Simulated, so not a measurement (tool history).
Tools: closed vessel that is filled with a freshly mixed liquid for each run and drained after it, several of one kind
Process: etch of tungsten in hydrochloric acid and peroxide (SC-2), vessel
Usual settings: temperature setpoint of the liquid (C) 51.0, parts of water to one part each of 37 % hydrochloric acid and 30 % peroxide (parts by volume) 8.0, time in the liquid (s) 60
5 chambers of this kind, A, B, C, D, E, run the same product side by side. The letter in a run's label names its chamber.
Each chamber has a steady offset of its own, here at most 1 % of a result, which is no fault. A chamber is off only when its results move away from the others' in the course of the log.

run,day,temperature setpoint of the liquid (C),parts of water to one part each of 37 % hydrochloric acid and 30 % peroxide (parts by volume),time in the liquid (s),"read-back film thickness of the tungsten reference wafer, read on the same gauge (nm)",thickness taken off the tungsten on a monitor wafer (nm)
1A,0.300,51.0,8.0,60,49.964,20.5690
2C,0.738,51.0,8.0,60,50.056,20.7310
3B,0.979,51.0,8.0,60,49.997,20.1860
# day 1.071: chamber E: new drum of peroxide connected
4E,1.417,51.0,8.0,60,49.973,20.9550
5D,1.846,58.0,8.0,60,50.011,32.5920
6A,2.188,58.0,8.0,60,49.992,32.5930
7D,2.417,58.0,8.0,60,49.981,32.8850
8C,2.758,58.0,8.0,60,49.986,32.7850
9B,3.204,58.0,8.0,60,50.025,32.5570
10E,3.517,51.0,8.0,60,50.040,20.5920
11A,3.788,51.0,8.0,60,50.006,20.6730
12D,4.246,51.0,8.0,60,49.989,20.7250
13B,4.712,51.0,8.0,60,50.038,20.7250
14E,5.058,51.0,8.0,60,49.991,20.0280
15C,5.421,51.0,8.0,60,50.059,20.8500
16E,5.692,51.0,8.0,60,50.043,20.1980
17B,5.958,51.0,8.0,60,50.035,20.7880
18D,6.300,51.0,8.0,40,50.038,13.8070
19C,6.646,51.0,8.0,40,50.035,13.9940
20A,6.896,51.0,8.0,40,50.011,13.5970
# day 6.967: chamber B: new drum of peroxide connected
21C,7.229,51.0,8.0,40,49.924,14.0050
# day 7.375: chamber B: chemicals flow meter replaced
22B,7.583,51.0,8.0,40,49.944,13.8510
23A,7.817,51.0,8.0,60,50.005,20.8770
24D,8.125,51.0,8.0,60,50.001,20.9340
25E,8.538,51.0,8.0,60,50.017,19.4750
26A,8.829,51.0,8.0,60,50.043,20.8000
# day 9.029: chamber C: thermometer replaced
27E,9.267,55.5,9.5,60,49.970,22.4860
28C,9.667,55.5,9.5,60,49.997,24.5760
29B,10.029,55.5,9.5,60,49.967,24.6320
30D,10.467,55.5,9.5,60,49.975,24.1750
31B,10.854,55.5,9.5,60,49.954,24.2160
32E,11.117,42.5,11.0,60,50.034,8.2831
33D,11.554,42.5,11.0,60,50.007,8.8985

All 5 chambers run these settings next. Forecast each chamber's results:
34A,11.888,60.0,8.0,60,,?
34B,11.888,60.0,8.0,60,,?
34C,11.888,60.0,8.0,60,,?
34D,11.888,60.0,8.0,60,,?
34E,11.888,60.0,8.0,60,,?

run,thickness taken off the tungsten on a monitor wafer (nm)
34A,36.5270
34B,36.8560
34C,37.2530
34D,36.5960
34E,33.8200
